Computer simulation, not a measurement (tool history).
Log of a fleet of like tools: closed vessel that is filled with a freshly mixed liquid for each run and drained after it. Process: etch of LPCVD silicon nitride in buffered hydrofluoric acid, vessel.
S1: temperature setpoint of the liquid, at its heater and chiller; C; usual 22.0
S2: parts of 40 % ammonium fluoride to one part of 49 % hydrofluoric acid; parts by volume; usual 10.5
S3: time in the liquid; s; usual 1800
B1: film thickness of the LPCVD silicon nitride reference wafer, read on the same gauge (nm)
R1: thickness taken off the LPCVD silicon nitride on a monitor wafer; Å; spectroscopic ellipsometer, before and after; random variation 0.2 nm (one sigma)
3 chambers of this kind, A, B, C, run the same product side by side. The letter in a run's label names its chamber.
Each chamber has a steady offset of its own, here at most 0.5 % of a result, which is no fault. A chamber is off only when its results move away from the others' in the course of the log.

{"run": "1A", "hour": 6.1, "S1": 22.0, "S2": 10.5, "S3": 1800, "B1": 39.969, "R1": 240.82}
{"run": "2C", "hour": 14.5, "S1": 22.0, "S2": 10.5, "S3": 1800, "B1": 40.004, "R1": 233.08}
{"run": "3B", "hour": 20.3, "S1": 22.0, "S2": 10.5, "S3": 1800, "B1": 40.009, "R1": 233.01}
{"run": "4B", "hour": 25.5, "S1": 22.0, "S2": 10.5, "S3": 1800, "B1": 40.01, "R1": 232.63}
{"run": "5C", "hour": 34.0, "S1": 22.0, "S2": 10.5, "S3": 1800, "B1": 39.959, "R1": 234.07}
{"run": "6A", "hour": 40.0, "S1": 22.0, "S2": 10.5, "S3": 1800, "B1": 39.971, "R1": 236.81}
{"run": "7C", "hour": 49.7, "S1": 22.0, "S2": 8.5, "S3": 1800, "B1": 40.012, "R1": 283.57}
{"run": "8B", "hour": 56.4, "S1": 22.0, "S2": 8.5, "S3": 1800, "B1": 40.012, "R1": 277.51}
{"run": "9A", "hour": 63.5, "S1": 22.0, "S2": 8.5, "S3": 1800, "B1": 39.981, "R1": 283.36}
{"run": "10C", "hour": 71.7, "S1": 22.0, "S2": 10.5, "S3": 1800, "B1": 40.021, "R1": 232.98}
{"run": "11A", "hour": 76.2, "S1": 22.0, "S2": 10.5, "S3": 1800, "B1": 40.003, "R1": 239.29}
{"run": "12B", "hour": 83.0, "S1": 22.0, "S2": 10.5, "S3": 1800, "B1": 39.989, "R1": 235.02}
{"run": "13A", "hour": 89.4, "S1": 22.0, "S2": 10.5, "S3": 1800, "B1": 39.983, "R1": 237.32}
{"run": "14B", "hour": 94.6, "S1": 22.0, "S2": 10.5, "S3": 1800, "B1": 40.002, "R1": 236.32}
{"hour": 96.1, "done": "chamber A: hydrofluoric acid flow meter replaced"}
{"run": "15C", "hour": 101.2, "S1": 22.0, "S2": 10.5, "S3": 1800, "B1": 39.989, "R1": 229.66}
{"run": "16B", "hour": 111.2, "S1": 22.0, "S2": 10.5, "S3": 1800, "B1": 40.008, "R1": 235.82}
{"run": "17A", "hour": 119.3, "S1": 22.0, "S2": 10.5, "S3": 1800, "B1": 40.012, "R1": 235.88}
{"run": "18C", "hour": 129.0, "S1": 22.0, "S2": 10.5, "S3": 1800, "B1": 39.994, "R1": 232.81}
{"run": "19A", "hour": 139.1, "S1": 22.0, "S2": 10.5, "S3": 1800, "B1": 39.996, "R1": 236.25}
{"run": "20C", "hour": 145.4, "S1": 22.0, "S2": 10.5, "S3": 1800, "B1": 39.975, "R1": 227.17}
{"run": "21B", "hour": 149.9, "S1": 22.0, "S2": 10.5, "S3": 1800, "B1": 40.037, "R1": 231.74}
{"run": "22C", "hour": 157.6, "S1": 22.0, "S2": 10.5, "S3": 1800, "B1": 40.002, "R1": 227.29}
{"run": "23A", "hour": 166.6, "S1": 22.0, "S2": 10.5, "S3": 1800, "B1": 39.988, "R1": 237.3}
{"run": "24B", "hour": 173.1, "S1": 22.0, "S2": 10.5, "S3": 1800, "B1": 40.034, "R1": 236.21}
{"run": "25B", "hour": 178.2, "S1": 26.5, "S2": 8.0, "S3": 1800, "B1": 39.982, "R1": 378.55}
{"run": "26A", "hour": 188.5, "S1": 26.5, "S2": 8.0, "S3": 1800, "B1": 40.005, "R1": 382.72}
{"run": "27C", "hour": 198.3, "S1": 26.5, "S2": 8.0, "S3": 1800, "B1": 40.023, "R1": 375.23}
{"run": "28C", "hour": 207.2, "S1": 22.0, "S2": 10.5, "S3": 1800, "B1": 40.017, "R1": 226.44}

Next, every chamber runs the same settings. What will each give?
{"run": "29A", "hour": 214.7, "S1": 24.0, "S2": 10.5, "S3": 1800, "R1": "?"}
{"run": "29B", "hour": 214.7, "S1": 24.0, "S2": 10.5, "S3": 1800, "R1": "?"}
{"run": "29C", "hour": 214.7, "S1": 24.0, "S2": 10.5, "S3": 1800, "R1": "?"}

run=29A R1=263.17
run=29B R1=261.78
run=29C R1=251.59
